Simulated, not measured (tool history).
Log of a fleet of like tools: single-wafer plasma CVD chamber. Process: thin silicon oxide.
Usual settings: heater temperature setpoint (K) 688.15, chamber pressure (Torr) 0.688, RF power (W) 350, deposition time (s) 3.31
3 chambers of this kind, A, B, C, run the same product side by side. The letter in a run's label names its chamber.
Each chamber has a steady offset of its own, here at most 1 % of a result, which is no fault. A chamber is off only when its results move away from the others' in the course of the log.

| run | hour | heater temperature setpoint (K) | chamber pressure (Torr) | RF power (W) | deposition time (s) | hours since the last thermocouple change | hours since the last RF generator calibration | hours since the last manometer calibration | read-back reference wafer on the same gauge, thickness_nm | mean film thickness on the monitor wafer (angstrom) |
|---|---|---|---|---|---|---|---|---|---|---|
| 1B | 8.2 | 688.15 | 0.688 | 350 | 3.31 | 581.8 | 719.1 | 1537 | 4.9069 | 54.897 |
| 2A | 14.9 | 688.15 | 0.688 | 350 | 3.31 | 1862.5 | 227.7 | 1281.7 | 4.9093 | 54.614 |
| 3C | 24.7 | 688.15 | 0.688 | 350 | 3.31 | 166.4 | 1755 | 2168.9 | 4.9076 | 55.041 |
| 4B | 34.3 | 688.15 | 0.688 | 350 | 3.31 | 607.9 | 745.2 | 1563.1 | 4.9128 | 55.167 |
| 5C | 43 | 688.15 | 0.688 | 350 | 3.31 | 184.7 | 1773.3 | 2187.2 | 4.9097 | 54.784 |
| 6A | 53.8 | 688.15 | 0.688 | 350 | 3.31 | 1901.4 | 266.6 | 1320.6 | 4.9123 | 54.63 |
| 7B | 62.5 | 688.15 | 0.688 | 350 | 3.31 | 636.1 | 773.4 | 1591.3 | 4.9101 | 54.913 |
| 8A | 67.6 | 688.15 | 0.688 | 350 | 3.31 | 1915.2 | 280.4 | 1334.4 | 4.9136 | 55.147 |
| 9C | 74.4 | 688.15 | 0.688 | 350 | 3.31 | 216.1 | 1804.7 | 2218.6 | 4.9125 | 54.585 |
| 10A | 80 | 688.15 | 0.688 | 350 | 3.31 | 1927.6 | 292.8 | 1346.8 | 4.9127 | 55.047 |
| 11C | 86.9 | 688.15 | 0.688 | 350 | 3.31 | 228.6 | 1817.2 | 2231.1 | 4.9117 | 54.79 |
|  | 92 | chamber A: capacitance manometer re-zeroed and calibrated |
| 12B | 96.4 | 688.15 | 0.688 | 350 | 3.31 | 670 | 807.3 | 1625.2 | 4.9114 | 54.642 |
| 13C | 106.2 | 688.15 | 0.688 | 350 | 3.31 | 247.9 | 1836.5 | 2250.4 | 4.9088 | 55.186 |
| 14A | 113.7 | 688.15 | 0.688 | 350 | 3.31 | 1961.3 | 326.5 | 21.7 | 4.9101 | 54.761 |
| 15B | 124.2 | 697.15 | 0.688 | 350 | 2.8 | 697.8 | 835.1 | 1653 | 4.9151 | 46.224 |
| 16B | 131.5 | 697.15 | 0.688 | 350 | 2.8 | 705.1 | 842.4 | 1660.3 | 4.9114 | 46.353 |
| 17A | 142.5 | 697.15 | 0.688 | 350 | 2.8 | 1990.1 | 355.3 | 50.5 | 4.911 | 46.228 |
|  | 148.3 | chamber B: RF generator calibrated |
| 18C | 152.7 | 688.15 | 0.688 | 350 | 3.31 | 294.4 | 1883 | 2296.9 | 4.9084 | 54.663 |
| 19B | 164 | 688.15 | 0.688 | 350 | 3.31 | 737.6 | 15.8 | 1692.8 | 4.9053 | 54.909 |
| 20C | 174.2 | 688.15 | 0.688 | 350 | 3.31 | 315.9 | 1904.5 | 2318.4 | 4.9092 | 54.73 |
|  | 183.1 | chamber C: RF generator calibrated |
|  | 183.9 | chamber C: capacitance manometer re-zeroed and calibrated |
| 21A | 184 | 688.15 | 0.688 | 350 | 3.31 | 2031.6 | 396.8 | 92 | 4.9083 | 54.473 |
| 22B | 191.9 | 688.15 | 0.688 | 350 | 3.31 | 765.5 | 43.7 | 1720.7 | 4.9078 | 54.798 |
| 23A | 202.4 | 688.15 | 0.688 | 350 | 3.31 | 2050 | 415.2 | 110.4 | 4.9091 | 54.862 |
| 24C | 211.9 | 688.15 | 0.688 | 350 | 3.31 | 353.6 | 28.9 | 28 | 4.9082 | 57.762 |
| 25C | 217.6 | 688.15 | 0.688 | 350 | 3.31 | 359.3 | 34.6 | 33.7 | 4.9065 | 57.801 |
| 26B | 223.7 | 688.15 | 0.688 | 350 | 3.31 | 797.3 | 75.5 | 1752.5 | 4.9089 | 54.549 |
| 27A | 230.5 | 688.15 | 0.688 | 350 | 2.76 | 2078.1 | 443.3 | 138.5 | 4.9077 | 45.727 |
| 28B | 235.8 | 688.15 | 0.688 | 350 | 2.76 | 809.4 | 87.6 | 1764.6 | 4.9089 | 45.669 |
| 29C | 244.6 | 688.15 | 0.688 | 350 | 2.76 | 386.3 | 61.6 | 60.7 | 4.911 | 48.582 |
| 30A | 252 | 688.15 | 0.688 | 350 | 3.31 | 2099.6 | 464.8 | 160 | 4.9064 | 54.736 |
| 31C | 259.7 | 688.15 | 0.688 | 350 | 3.31 | 401.4 | 76.7 | 75.8 | 4.9087 | 57.945 |
| 32B | 265.5 | 688.15 | 0.688 | 350 | 3.31 | 839.1 | 117.3 | 1794.3 | 4.9129 | 54.661 |
| 33A | 272 | 682.15 | 0.688 | 350 | 2.74 | 2119.6 | 484.8 | 180 | 4.909 | 45.726 |
| 34C | 283.7 | 682.15 | 0.688 | 350 | 2.74 | 425.4 | 100.7 | 99.8 | 4.9128 | 48.105 |
| 35B | 295.2 | 682.15 | 0.688 | 350 | 2.74 | 868.8 | 147 | 1824 | 4.9063 | 45.844 |
| 36A | 306.6 | 688.15 | 0.688 | 350 | 2.95 | 2154.2 | 519.4 | 214.6 | 4.9106 | 48.802 |
| 37A | 316.3 | 688.15 | 0.688 | 350 | 2.95 | 2163.9 | 529.1 | 224.3 | 4.9079 | 49.21 |

Next, every chamber runs the same settings. What will each give?
| 38A | 324.6 | 699.15 | 0.688 | 350 | 3.31 |  |  |  |  | ? |
| 38B | 324.6 | 699.15 | 0.688 | 350 | 3.31 |  |  |  |  | ? |
| 38C | 324.6 | 699.15 | 0.688 | 350 | 3.31 |  |  |  |  | ? |

| run | mean film thickness on the monitor wafer (angstrom) |
|---|---|
| 38A | 54.106 |
| 38B | 53.961 |
| 38C | 57.871 |
